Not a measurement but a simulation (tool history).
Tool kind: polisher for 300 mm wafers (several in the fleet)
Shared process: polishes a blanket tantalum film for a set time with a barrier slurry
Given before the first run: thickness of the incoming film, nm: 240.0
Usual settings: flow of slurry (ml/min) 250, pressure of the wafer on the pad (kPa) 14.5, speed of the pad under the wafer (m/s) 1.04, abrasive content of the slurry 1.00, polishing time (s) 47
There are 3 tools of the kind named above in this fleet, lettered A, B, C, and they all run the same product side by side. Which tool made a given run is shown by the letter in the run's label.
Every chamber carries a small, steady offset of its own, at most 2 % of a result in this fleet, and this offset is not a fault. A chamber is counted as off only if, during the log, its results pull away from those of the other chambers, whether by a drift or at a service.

run	hour	flow of slurry (ml/min)	pressure of the wafer on the pad (kPa)	speed of the pad under the wafer (m/s)	abrasive content of the slurry	polishing time (s)	film removed (angstrom)
1A	3.3	250	14.5	1.04	1.00	47	862.63
# hour 4.2: chamber B: worn pad replaced by a new one
2C	7.2	250	14.5	1.04	1.00	47	889.44
3B	9.5	250	14.5	1.04	1.00	47	865.16
4C	13.5	250	14.5	1.04	1.00	47	882.08
5A	15.7	250	14.5	1.04	1.00	47	883.21
6B	18.4	250	14.5	1.04	1.00	47	864.30
7C	20.9	250	14.5	1.04	1.00	47	886.66
8A	24.6	250	12.4	1.04	0.85	47	718.56
# hour 25.0: chamber B: slurry blender recalibrated
9B	29.1	250	12.4	1.04	0.85	47	706.43
# hour 29.7: chamber C: worn pad replaced by a new one
10B	32.1	250	12.4	1.04	0.85	47	713.92
11C	36.3	250	14.5	1.04	1.00	47	893.42
# hour 38.0: chamber B: slurry nozzle cleaned
12A	39.8	250	14.5	1.04	1.00	47	847.78
13A	44.1	250	14.5	1.04	0.70	40	645.20
14B	46.9	250	14.5	1.04	0.70	40	676.06
15C	49.4	250	14.5	1.04	0.70	40	675.55
16C	52.5	250	14.5	1.04	1.00	47	889.42
# hour 53.8: chamber A: slurry nozzle cleaned
17A	56.9	250	14.5	1.04	1.00	47	850.72
18B	59.6	250	14.5	1.04	1.00	47	866.21
# hour 62.6: chamber C: worn pad replaced by a new one
19C	63.7	250	14.5	1.04	1.00	47	904.07
# hour 66.8: chamber A: slurry blender recalibrated
20B	66.9	250	14.5	1.04	1.00	47	859.43
21A	70.9	250	14.5	1.04	1.00	47	838.95
22B	74.9	250	14.5	1.04	1.00	47	876.12
23A	77.1	250	14.5	0.92	1.00	56	880.82
24C	79.8	250	14.5	0.92	1.00	56	938.78
25A	83.3	250	14.5	0.92	1.00	56	868.21
26C	87.3	250	14.5	1.04	1.30	47	952.91
# hour 87.9: chamber B: worn pad replaced by a new one
27B	91.2	250	14.5	1.04	1.30	47	921.73
28A	94.7	250	14.5	1.04	1.30	47	871.34

The same settings go to every chamber for the next run, one line per chamber below. Forecast the results for each:
29A	98.1	250	14.5	1.28	1.00	47	?
29B	98.1	250	14.5	1.28	1.00	47	?
29C	98.1	250	14.5	1.28	1.00	47	?

run	film removed (angstrom)
29A	1018.10
29B	1055.30
29C	1085.50
